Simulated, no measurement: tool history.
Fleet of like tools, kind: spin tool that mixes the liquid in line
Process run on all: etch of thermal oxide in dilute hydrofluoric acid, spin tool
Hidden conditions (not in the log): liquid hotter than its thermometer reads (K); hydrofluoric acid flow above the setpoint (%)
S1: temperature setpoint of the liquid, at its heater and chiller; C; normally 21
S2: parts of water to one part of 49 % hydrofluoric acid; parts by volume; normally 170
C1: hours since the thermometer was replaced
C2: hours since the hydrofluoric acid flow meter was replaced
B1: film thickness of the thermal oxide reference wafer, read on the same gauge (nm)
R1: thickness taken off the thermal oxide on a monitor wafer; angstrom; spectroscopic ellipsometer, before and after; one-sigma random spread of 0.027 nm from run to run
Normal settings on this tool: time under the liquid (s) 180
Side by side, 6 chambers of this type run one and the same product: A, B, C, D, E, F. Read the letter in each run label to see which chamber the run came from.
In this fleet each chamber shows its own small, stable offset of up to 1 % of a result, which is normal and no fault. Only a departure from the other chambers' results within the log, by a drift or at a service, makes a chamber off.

{"run": "1E", "day": 0.1, "S1": 21, "S2": 170, "time under the liquid (s)": 180, "C1": 612.8, "C2": 243.3, "B1": 40.005, "R1": 40.597}
{"run": "2C", "day": 0.242, "S1": 21, "S2": 170, "time under the liquid (s)": 180, "C1": 599.4, "C2": 496.2, "B1": 39.989, "R1": 40.799}
{"run": "3B", "day": 0.383, "S1": 21, "S2": 170, "time under the liquid (s)": 180, "C1": 1046.3, "C2": 441.8, "B1": 39.989, "R1": 40.048}
{"run": "4A", "day": 0.496, "S1": 21, "S2": 170, "time under the liquid (s)": 180, "C1": 877.5, "C2": 355.1, "B1": 40.029, "R1": 41.098}
{"run": "5D", "day": 0.671, "S1": 21, "S2": 170, "time under the liquid (s)": 180, "C1": 1139.8, "C2": 279.7, "B1": 39.968, "R1": 40.154}
{"run": "6F", "day": 0.817, "S1": 21, "S2": 170, "time under the liquid (s)": 180, "C1": 1167.8, "C2": 996.8, "B1": 40.026, "R1": 40.312}
{"run": "7A", "day": 0.962, "S1": 21, "S2": 170, "time under the liquid (s)": 180, "C1": 888.7, "C2": 366.3, "B1": 40.027, "R1": 41.075}
{"run": "8D", "day": 1.133, "S1": 21, "S2": 170, "time under the liquid (s)": 180, "C1": 1150.9, "C2": 290.8, "B1": 40.038, "R1": 40.988}
{"run": "9B", "day": 1.233, "S1": 21, "S2": 170, "time under the liquid (s)": 180, "C1": 1066.7, "C2": 462.2, "B1": 39.985, "R1": 40.228}
{"run": "10C", "day": 1.346, "S1": 21, "S2": 170, "time under the liquid (s)": 180, "C1": 625.9, "C2": 522.7, "B1": 39.997, "R1": 40.704}
{"run": "11E", "day": 1.458, "S1": 21, "S2": 225, "time under the liquid (s)": 75, "C1": 645.4, "C2": 275.9, "B1": 39.975, "R1": 12.207}
{"run": "12F", "day": 1.642, "S1": 21, "S2": 225, "time under the liquid (s)": 75, "C1": 1187.6, "C2": 1016.6, "B1": 40.043, "R1": 12.016}
{"run": "13C", "day": 1.821, "S1": 21, "S2": 225, "time under the liquid (s)": 75, "C1": 637.3, "C2": 534.1, "B1": 39.951, "R1": 12.151}
{"run": "14E", "day": 2.012, "S1": 21, "S2": 225, "time under the liquid (s)": 75, "C1": 658.7, "C2": 289.2, "B1": 39.987, "R1": 12.153}
{"run": "15D", "day": 2.154, "S1": 21, "S2": 225, "time under the liquid (s)": 75, "C1": 1175.4, "C2": 315.3, "B1": 40.001, "R1": 12.267}
{"run": "16F", "day": 2.258, "S1": 21, "S2": 225, "time under the liquid (s)": 75, "C1": 1202.4, "C2": 1031.4, "B1": 39.962, "R1": 12.089}
{"run": "17A", "day": 2.421, "S1": 19, "S2": 170, "time under the liquid (s)": 275, "C1": 923.7, "C2": 401.3, "B1": 40.026, "R1": 57.1}
{"run": "18B", "day": 2.583, "S1": 19, "S2": 170, "time under the liquid (s)": 275, "C1": 1099.1, "C2": 494.6, "B1": 40.0, "R1": 57.259}
{"run": "19B", "day": 2.712, "S1": 19, "S2": 170, "time under the liquid (s)": 275, "C1": 1102.2, "C2": 497.7, "B1": 40.004, "R1": 57.489}
{"run": "20F", "day": 2.829, "S1": 19, "S2": 170, "time under the liquid (s)": 275, "C1": 1216.1, "C2": 1045.1, "B1": 39.984, "R1": 56.691}
{"run": "21D", "day": 2.967, "S1": 19, "S2": 170, "time under the liquid (s)": 275, "C1": 1194.9, "C2": 334.8, "B1": 39.998, "R1": 57.432}
{"run": "22A", "day": 3.075, "S1": 19, "S2": 170, "time under the liquid (s)": 275, "C1": 939.4, "C2": 417.0, "B1": 40.002, "R1": 57.179}
{"run": "23E", "day": 3.258, "S1": 21, "S2": 170, "time under the liquid (s)": 180, "C1": 688.6, "C2": 319.1, "B1": 40.008, "R1": 40.805}
{"run": "24C", "day": 3.354, "S1": 21, "S2": 170, "time under the liquid (s)": 180, "C1": 674.1, "C2": 570.9, "B1": 40.013, "R1": 40.7}
{"run": "25E", "day": 3.475, "S1": 21, "S2": 170, "time under the liquid (s)": 180, "C1": 693.8, "C2": 324.3, "B1": 40.031, "R1": 40.506}
{"run": "26B", "day": 3.621, "S1": 21, "S2": 125, "time under the liquid (s)": 220, "C1": 1124.0, "C2": 519.5, "B1": 40.034, "R1": 70.0}
{"run": "27A", "day": 3.742, "S1": 21, "S2": 125, "time under the liquid (s)": 220, "C1": 955.4, "C2": 433.0, "B1": 39.991, "R1": 70.754}
{"run": "28C", "day": 3.933, "S1": 21, "S2": 125, "time under the liquid (s)": 220, "C1": 688.0, "C2": 584.8, "B1": 39.986, "R1": 71.63}
{"day": 4.017, "done": "chamber F: hydrofluoric acid flow meter replaced"}
{"run": "29F", "day": 4.083, "S1": 21, "S2": 125, "time under the liquid (s)": 220, "C1": 1246.2, "C2": 1.7, "B1": 40.036, "R1": 70.522}
{"run": "30D", "day": 4.188, "S1": 21, "S2": 125, "time under the liquid (s)": 220, "C1": 1224.2, "C2": 364.1, "B1": 40.035, "R1": 73.713}
{"run": "31F", "day": 4.371, "S1": 21, "S2": 125, "time under the liquid (s)": 220, "C1": 1253.1, "C2": 8.6, "B1": 40.008, "R1": 69.621}
{"run": "32C", "day": 4.55, "S1": 21, "S2": 170, "time under the liquid (s)": 180, "C1": 702.8, "C2": 599.6, "B1": 39.994, "R1": 40.736}
{"run": "33B", "day": 4.696, "S1": 21, "S2": 170, "time under the liquid (s)": 180, "C1": 1149.8, "C2": 545.3, "B1": 39.976, "R1": 40.494}
{"run": "34E", "day": 4.812, "S1": 21, "S2": 170, "time under the liquid (s)": 180, "C1": 725.9, "C2": 356.4, "B1": 40.03, "R1": 40.679}
{"run": "35D", "day": 4.938, "S1": 21, "S2": 170, "time under the liquid (s)": 180, "C1": 1242.2, "C2": 382.1, "B1": 40.003, "R1": 42.754}
{"run": "36A", "day": 5.108, "S1": 21, "S2": 170, "time under the liquid (s)": 180, "C1": 988.2, "C2": 465.8, "B1": 40.019, "R1": 40.747}
{"run": "37D", "day": 5.208, "S1": 21, "S2": 170, "time under the liquid (s)": 180, "C1": 1248.7, "C2": 388.6, "B1": 39.996, "R1": 42.738}
{"run": "38E", "day": 5.375, "S1": 21, "S2": 170, "time under the liquid (s)": 180, "C1": 739.4, "C2": 369.9, "B1": 40.013, "R1": 40.651}

Decide between three cases: one chamber stands off from its peers, the gauge reading all wafers drifts, or nothing is wrong past each chamber's small offset. Where a chamber is off, say which and what most likely put it there.

One chamber, D, drifts off from the rest bit by bit.
Likeliest cause: liquid hotter than its thermometer reads (K) = 1.51.
The log may not tell that from: hydrofluoric acid flow above the setpoint (%).

Chamber D could run next with any of the 4 candidate recipes listed below; each alters the usual settings, and their results appear as question marks. Which one brings its results back in line with what the other chambers deliver on the usual settings?
In-line tolerance around the mean of the other chambers on the usual settings: R1 0.930 angstrom
{"run": "39D-1", "day": 5.512, "S1": 21.0, "S2": 175, "time under the liquid (s)": 175, "R1": "?"}
{"run": "39D-2", "day": 5.512, "S1": 21.0, "S2": 165, "time under the liquid (s)": 185, "R1": "?"}
{"run": "39D-3", "day": 5.512, "S1": 21.5, "S2": 170, "time under the liquid (s)": 180, "R1": "?"}
{"run": "39D-4", "day": 5.512, "S1": 20.5, "S2": 170, "time under the liquid (s)": 180, "R1": "?"}

Average result of the remaining chambers running the usual settings: R1 40.628 angstrom
run=39D-1 R1=40.441
run=39D-2 R1=45.796
run=39D-3 R1=43.863
run=39D-4 R1=42.215
It is 39D-1 that realigns the chamber with its peers.
